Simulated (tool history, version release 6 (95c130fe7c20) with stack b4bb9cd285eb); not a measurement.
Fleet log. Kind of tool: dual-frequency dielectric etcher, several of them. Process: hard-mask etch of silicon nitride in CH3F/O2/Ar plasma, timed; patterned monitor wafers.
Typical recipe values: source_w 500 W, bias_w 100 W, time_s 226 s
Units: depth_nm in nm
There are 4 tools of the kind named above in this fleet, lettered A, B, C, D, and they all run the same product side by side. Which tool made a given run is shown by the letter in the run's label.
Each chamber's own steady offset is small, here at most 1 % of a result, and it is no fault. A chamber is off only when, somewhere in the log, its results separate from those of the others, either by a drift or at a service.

run    day  source_w  bias_w  time_s  hours since the last wet clean  hours since the last source power generator calibration  hours since the last bias power generator calibration  read-back reference wafer on the same gauge, depth_nm  depth_nm
 1A  0.188       500     100     226                           347.8                                                    402.7                                                 1811.3                                                 228.07    192.57
 2C  0.358       500     100     226                             369                                                   1800.1                                                 2056.3                                                 227.91    191.76
 3B  0.646       500     100     226                             437                                                   2030.6                                                 1552.1                                                 227.94    193.36
 4D  0.946       500     100     226                             257                                                   2150.4                                                  656.1                                                  228.2    194.66
 5B  1.112       410     115     226                           448.2                                                   2041.8                                                 1563.3                                                 228.18       190
 6C  1.325       410     115     226                           392.2                                                   1823.3                                                 2079.5                                                 227.92    187.94
 7A  1.588       410     115     226                           381.4                                                    436.3                                                 1844.9                                                 227.91    188.77
 8D  1.742       410     115     226                           276.1                                                   2169.5                                                  675.2                                                 227.96    190.91
 9B  2.008       500     100     226                           469.7                                                   2063.3                                                 1584.8                                                 228.19     194.6
10A  2.292       500     100     226                           398.3                                                    453.2                                                 1861.8                                                 227.89     192.7
11C  2.525       500      88     226                             421                                                   1852.1                                                 2108.3                                                 227.87    182.83
12D    2.8       500      88     226                           301.5                                                   2194.9                                                  700.6                                                 228.13    186.14
13C  2.988       500      88     226                           432.1                                                   1863.2                                                 2119.4                                                 227.89    183.33
14A  3.175       500      88     226                           419.5                                                    474.4                                                   1883                                                 228.07    184.75
15D  3.438       500     100     226                           316.8                                                   2210.2                                                  715.9                                                 228.14    195.28
16B  3.604       500     100     226                             508                                                   2101.6                                                 1623.1                                                 228.01    194.05
17B    3.9       410     100   277.5                           515.1                                                   2108.7                                                 1630.2                                                 228.13    219.51
18D  4.033       410     100   277.5                           331.1                                                   2224.5                                                  730.2                                                 228.04    220.95
     4.092  -- chamber B: wet clean of the chamber
19C  4.325       410     100   277.5                           464.2                                                   1895.3                                                 2151.5                                                 228.02    217.68
20A  4.583       410     100   277.5                           453.3                                                    508.2                                                 1916.8                                                 227.93    219.42
21B  4.871       500     100     226                            18.8                                                     2132                                                 1653.5                                                  227.9    198.88
22C  5.071       500     100     226                           482.1                                                   1913.2                                                 2169.4                                                 228.08    192.18
23D  5.354       500     100     226                           362.8                                                   2256.2                                                  761.9                                                 228.11     195.2
24A  5.612       500     100     226                             478                                                    532.9                                                 1941.5                                                 227.79    192.45
25D  5.788       500     100     226                           373.2                                                   2266.6                                                  772.3                                                 227.98    194.59
26A  5.925       500     100     226                           485.5                                                    540.4                                                   1949                                                 228.03    193.63
27C  6.208       500     100     226                           509.4                                                   1940.5                                                 2196.7                                                 227.95    191.82
28B  6.412       540     100   254.5                            55.8                                                     2169                                                 1690.5                                                 228.11    230.62

Is one chamber out of step, is the gauge drifting, or do the chambers differ by no more than their own small offsets? For an off chamber, give its letter and the likeliest cause.

Chamber B has stood off from the others ever since a service on it.
What lies behind it: etch rate over this chamber's usual, % = 2.07.

Here are 4 candidates for chamber B's next run, each the usual settings with a change, their results left as question marks. Which one brings its results back in line with what the others give on the usual settings?
In-line tolerance around the mean of the other chambers on the usual settings: depth_nm 1.8 nm
29B-1  6.629       500      94     226                                                                                                                                                                                                                ?
29B-2  6.629       500     100     231                                                                                                                                                                                                                ?
29B-3  6.629       450     100     226                                                                                                                                                                                                                ?
29B-4  6.629       500     101   233.5                                                                                                                                                                                                                ?

On the usual settings, the other chambers give on average: depth_nm 193.37 nm
  run  depth_nm
29B-1    193.46
29B-2    202.21
29B-3    190.09
29B-4    205.14
With 29B-1, the chamber falls back in line with the rest.

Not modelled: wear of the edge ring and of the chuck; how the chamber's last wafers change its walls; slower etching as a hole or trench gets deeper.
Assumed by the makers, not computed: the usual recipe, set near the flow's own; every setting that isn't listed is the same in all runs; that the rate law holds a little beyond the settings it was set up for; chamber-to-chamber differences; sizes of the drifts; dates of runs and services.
